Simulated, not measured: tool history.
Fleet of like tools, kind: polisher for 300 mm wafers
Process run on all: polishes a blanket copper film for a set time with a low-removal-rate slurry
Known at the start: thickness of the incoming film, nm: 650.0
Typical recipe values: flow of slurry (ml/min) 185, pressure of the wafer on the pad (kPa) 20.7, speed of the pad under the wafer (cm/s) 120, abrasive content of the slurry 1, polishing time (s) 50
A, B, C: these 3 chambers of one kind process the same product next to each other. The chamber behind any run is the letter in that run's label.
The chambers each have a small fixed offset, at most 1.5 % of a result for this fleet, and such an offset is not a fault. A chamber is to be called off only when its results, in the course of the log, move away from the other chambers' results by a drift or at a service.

run	hour	flow of slurry (ml/min)	pressure of the wafer on the pad (kPa)	speed of the pad under the wafer (cm/s)	abrasive content of the slurry	polishing time (s)	film removed (angstrom)
# hour 1.9: chamber B: slurry blender recalibrated
1B	3.5	185	20.7	120	1	50	1938.1
# hour 3.6: chamber C: worn pad replaced by a new one
2A	5.7	185	20.7	120	1	50	1940
# hour 6.3: chamber A: worn pad replaced by a new one
3C	9.8	185	20.7	120	1	50	1902.1
4A	14.1	185	20.7	120	1	50	1945.4
5B	18.1	185	20.7	120	1	50	1918.6
# hour 18.3: chamber C: slurry blender recalibrated
6C	22.2	185	20.7	120	1	50	1961.9
7B	25.9	185	20.7	120	1	50	1864.2
8A	29.5	185	20.7	120	1	50	1957.5
9C	31.6	185	20.7	120	1	50	1906
10A	35.5	185	20.7	120	1	50	1929.3
# hour 36.7: chamber A: slurry blender recalibrated
11C	40	185	20.7	120	1	50	1953.5
12B	42.2	185	20.7	120	1	50	1908.1
# hour 43.6: chamber B: worn pad replaced by a new one
13C	46	185	20.7	120	1	50	1945.2
14A	49.4	185	20.7	120	1	50	1934.7
15B	52.8	185	20.7	120	1	50	1900.4
16B	55.6	185	20.7	120	1	50	1909.4
17A	58.6	185	20.7	120	1	50	1957
18C	61.9	185	20.7	120	1	50	1975.7
19C	64.6	185	20.7	120	1	50	1936.8
20B	68.3	185	20.7	120	1	50	1940.9
21A	72.5	185	20.7	120	1	50	1937.8
# hour 75.6: chamber A: slurry nozzle cleaned
22C	76.8	185	20.7	120	1	50	1966.7
23A	80.2	185	20.7	120	1	50	2002.1
24B	82.7	185	20.7	120	1	50	1934.6
25C	86.7	185	20.7	120	1	50	1923.6
26A	89.8	185	20.7	120	1	50	1951.6
# hour 91.2: chamber C: worn pad replaced by a new one
27B	92.2	185	20.7	120	1	50	1896
# hour 94.8: chamber A: worn pad replaced by a new one
# hour 95.6: chamber B: worn pad replaced by a new one
28A	96.6	185	17.2	120	0.75	50	1518.6
29B	99.4	185	17.2	120	0.75	50	1526
30C	103.5	185	17.2	120	0.75	50	1527.8
31C	106.6	185	20.7	120	1	50	1949.4
32A	109.2	185	20.7	120	1	50	1905.4
33B	113.1	185	20.7	120	1	50	1944.9
34B	116.9	185	25.5	120	1	66	3103.4
35C	120.8	185	25.5	120	1	66	3167.7
36A	125.1	185	25.5	120	1	66	3157
37C	128.7	185	20.7	120	1	50	1948.8
38B	133.2	185	20.7	120	1	50	1930.2
39A	135.4	185	20.7	120	1	64	2529.3
40B	138	185	20.7	120	1	64	2373.5
41A	140.1	185	20.7	120	1	64	2477.6

Is one chamber out of step, is the gauge drifting, or do the chambers differ by no more than their own small offsets? For an off chamber, give its letter and the likeliest cause.

Beyond each chamber's small constant offset nothing stands out, and the gauge stays steady.
